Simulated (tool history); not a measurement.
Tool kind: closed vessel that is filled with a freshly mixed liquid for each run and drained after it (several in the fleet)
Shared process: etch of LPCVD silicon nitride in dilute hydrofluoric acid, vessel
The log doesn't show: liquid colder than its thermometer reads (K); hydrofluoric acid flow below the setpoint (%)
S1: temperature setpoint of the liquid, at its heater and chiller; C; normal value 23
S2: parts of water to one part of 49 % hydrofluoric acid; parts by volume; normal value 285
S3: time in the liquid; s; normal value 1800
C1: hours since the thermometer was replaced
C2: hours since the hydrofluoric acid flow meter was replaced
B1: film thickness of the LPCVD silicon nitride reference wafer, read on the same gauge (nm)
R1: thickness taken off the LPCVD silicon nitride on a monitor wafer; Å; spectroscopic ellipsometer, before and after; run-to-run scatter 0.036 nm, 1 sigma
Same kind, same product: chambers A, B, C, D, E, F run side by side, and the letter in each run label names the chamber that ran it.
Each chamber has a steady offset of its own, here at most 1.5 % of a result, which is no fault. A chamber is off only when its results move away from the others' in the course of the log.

run,hour,S1,S2,S3,C1,C2,B1,R1
1B,4.9,23,285,1800,547.9,170.9,39.989,30.511
2D,15.5,23,285,1800,338.9,727.6,39.981,31.469
3F,26.1,23,285,1800,396.8,175.7,39.991,30.871
4C,34.4,23,285,1800,952.2,1265.6,40.003,30.599
5A,41.5,23,285,1800,1581.1,188.2,39.977,30.735
6E,47.2,23,285,1800,1435.1,1233.5,40.010,30.936
7C,54.2,23,220,1800,972.0,1285.4,40.016,41.154
8F,63.0,23,220,1800,433.7,212.6,39.983,40.480
9E,71.3,23,220,1800,1459.2,1257.6,39.987,40.090
10D,80.9,23,220,1800,404.3,793.0,39.989,39.960
11B,87.4,23,220,1800,630.4,253.4,39.992,39.606
12A,97.1,23,220,1800,1636.7,243.8,39.981,40.808
13B,107.5,23,285,1800,650.5,273.5,39.991,30.836
14E,117.9,23,285,1800,1505.8,1304.2,39.982,30.492
15F,128.3,23,285,1800,499.0,277.9,40.012,31.721
16A,134.1,23,285,2820,1673.7,280.8,40.008,48.916
17D,145.3,23,285,2820,468.7,857.4,39.999,48.561
18C,153.8,23,285,2820,1071.6,1385.0,39.991,49.423
19D,162.8,23,285,2820,486.2,874.9,39.988,49.183
20A,168.8,23,285,2820,1708.4,315.5,39.991,48.459
# hour 177.5: chamber A: thermometer replaced
21F,177.8,23,285,2820,548.5,327.4,39.983,49.105
22C,188.3,23,285,1800,1106.1,1419.5,40.040,30.620
23E,194.7,23,285,1800,1582.6,1381.0,40.010,31.100
24B,202.6,23,285,1800,745.6,368.6,40.019,29.471
25E,210.5,23,340,2430,1598.4,1396.8,40.016,34.941
26B,221.0,23,340,2430,764.0,387.0,40.011,32.129
27A,226.1,23,340,2430,48.7,372.8,39.996,35.548
28F,231.0,23,340,2430,601.7,380.6,40.040,35.293
29C,241.7,23,340,2430,1159.5,1472.9,39.999,35.030
30D,250.4,23,340,2430,573.8,962.5,39.978,35.451
31C,257.8,23,285,1800,1175.6,1489.0,39.997,31.018
32F,265.6,23,285,1800,636.3,415.2,40.040,30.972
33E,271.6,23,285,1800,1659.5,1457.9,39.994,30.866
34A,277.0,23,285,1800,99.6,423.7,39.978,30.222
35D,287.5,23,285,1800,610.9,999.6,40.048,31.090
36B,295.1,23,285,1800,838.1,461.1,40.013,28.432
37F,303.6,23,285,1800,674.3,453.2,39.985,30.597
38A,314.4,23,285,1800,137.0,461.1,40.009,30.641
39C,320.2,23,285,1800,1238.0,1551.4,39.984,31.214

One chamber off, gauge drift, or nothing amiss beyond the chambers' own small offsets? If it is a chamber, which one, and what is the likeliest cause?

Little by little, chamber B moves away from the other chambers.
Cause: hydrofluoric acid flow below the setpoint (%) = 11.9.
It could be hard to tell apart here from: liquid colder than its thermometer reads (K).

Which of the 4 candidates below, each the usual settings with something changed and its results left as question marks, puts chamber B back in line with what the other chambers give on the usual settings?
Counts as in line when no further than this from what the other chambers average on the usual settings: R1 1.200 Å
40B-1,328.2,24.0,285,1800,,,,?
40B-2,328.2,23.5,275,1915,,,,?
40B-3,328.2,23.0,290,1750,,,,?
40B-4,328.2,22.5,285,1615,,,,?

Mean of the other chambers on the usual settings: R1 31.170 Å
run,R1
40B-1,28.908
40B-2,30.896
40B-3,26.002
40B-4,23.669
The answer is 40B-2, which returns the chamber to within the allowed miss of the others.

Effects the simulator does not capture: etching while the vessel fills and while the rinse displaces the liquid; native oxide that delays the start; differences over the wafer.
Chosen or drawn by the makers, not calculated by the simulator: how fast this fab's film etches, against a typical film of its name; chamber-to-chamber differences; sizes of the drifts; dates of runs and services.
